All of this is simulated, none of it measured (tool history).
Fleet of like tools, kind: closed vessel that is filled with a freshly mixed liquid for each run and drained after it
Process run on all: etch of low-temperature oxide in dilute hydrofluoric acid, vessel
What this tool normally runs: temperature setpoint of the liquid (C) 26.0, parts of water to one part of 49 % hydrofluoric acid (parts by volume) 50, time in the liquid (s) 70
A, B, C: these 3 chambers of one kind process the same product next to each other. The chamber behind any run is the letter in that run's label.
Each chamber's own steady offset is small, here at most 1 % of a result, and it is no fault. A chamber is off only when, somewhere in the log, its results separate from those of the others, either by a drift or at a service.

| run | hour | temperature setpoint of the liquid (C) | parts of water to one part of 49 % hydrofluoric acid (parts by volume) | time in the liquid (s) | read-back film thickness of the low-temperature oxide reference wafer, read on the same gauge (nm) | thickness taken off the low-temperature oxide on a monitor wafer (Å) |
|---|---|---|---|---|---|---|
| 1C | 11.8 | 26.0 | 50 | 70 | 139.99 | 235.11 |
| 2A | 21.5 | 26.0 | 50 | 70 | 140.02 | 238.94 |
| 3B | 35.3 | 26.0 | 50 | 70 | 139.98 | 234.21 |
| 4A | 44.0 | 26.0 | 50 | 70 | 140.01 | 235.45 |
| 5B | 53.5 | 26.0 | 50 | 70 | 140.00 | 236.17 |
| 6C | 70.1 | 26.0 | 50 | 70 | 140.01 | 235.24 |
| 7A | 79.9 | 26.0 | 50 | 70 | 139.99 | 236.25 |
| 8C | 94.5 | 26.0 | 50 | 70 | 140.01 | 235.22 |
| 9B | 104.6 | 26.0 | 50 | 70 | 140.01 | 238.34 |
| 10C | 118.6 | 26.0 | 50 | 70 | 139.99 | 236.00 |
| 11B | 128.6 | 26.0 | 50 | 70 | 140.02 | 237.79 |
| 12A | 136.1 | 26.0 | 50 | 70 | 140.01 | 239.91 |
| 13C | 147.7 | 26.0 | 50 | 70 | 140.01 | 234.75 |
| 14A | 163.9 | 26.0 | 50 | 70 | 139.97 | 238.46 |
| 15B | 174.3 | 26.0 | 50 | 70 | 139.97 | 241.53 |
| 16C | 186.8 | 26.0 | 50 | 70 | 140.00 | 234.33 |
| 17A | 199.8 | 26.0 | 50 | 70 | 139.97 | 243.45 |
| 18B | 214.5 | 26.0 | 50 | 70 | 140.00 | 236.40 |
|  | 215.4 | chamber B: thermometer replaced |
| 19B | 228.8 | 26.0 | 50 | 70 | 140.01 | 233.93 |
| 20C | 244.5 | 31.0 | 50 | 95 | 139.99 | 387.08 |
| 21A | 252.4 | 31.0 | 50 | 95 | 140.00 | 404.81 |
| 22B | 265.6 | 31.0 | 50 | 95 | 139.99 | 391.93 |
| 23C | 281.8 | 26.0 | 50 | 70 | 139.99 | 238.01 |
| 24A | 289.7 | 26.0 | 50 | 70 | 140.01 | 247.75 |
| 25C | 305.9 | 26.0 | 50 | 70 | 139.99 | 233.81 |
| 26A | 320.3 | 26.0 | 50 | 70 | 140.01 | 252.11 |
| 27B | 330.4 | 26.0 | 50 | 70 | 140.03 | 236.70 |
| 28C | 340.8 | 26.0 | 50 | 70 | 140.00 | 233.96 |
| 29A | 353.1 | 26.0 | 50 | 70 | 140.01 | 251.21 |
| 30B | 364.7 | 26.0 | 50 | 70 | 140.01 | 236.45 |
| 31A | 372.6 | 26.0 | 50 | 70 | 140.01 | 254.90 |
| 32C | 382.5 | 26.0 | 50 | 70 | 140.02 | 234.81 |
| 33B | 393.4 | 26.0 | 50 | 70 | 140.02 | 236.17 |
| 34B | 408.6 | 28.5 | 45 | 70 | 140.01 | 298.14 |
| 35C | 423.3 | 28.5 | 45 | 70 | 139.99 | 292.02 |
| 36A | 433.4 | 28.5 | 45 | 70 | 139.99 | 319.09 |
|  | 438.2 | chamber C: hydrofluoric acid flow meter replaced |
| 37C | 443.0 | 26.0 | 50 | 70 | 140.00 | 231.93 |
| 38B | 452.0 | 26.0 | 50 | 70 | 140.02 | 236.67 |
| 39A | 464.7 | 26.0 | 65 | 70 | 140.03 | 194.76 |

The same settings go to every chamber for the next run, one line per chamber below. Forecast the results for each:
| 40A | 476.5 | 26.0 | 50 | 70 |  | ? |
| 40B | 476.5 | 26.0 | 50 | 70 |  | ? |
| 40C | 476.5 | 26.0 | 50 | 70 |  | ? |

| run | thickness taken off the low-temperature oxide on a monitor wafer (Å) |
|---|---|
| 40A | 262.62 |
| 40B | 237.71 |
| 40C | 234.66 |
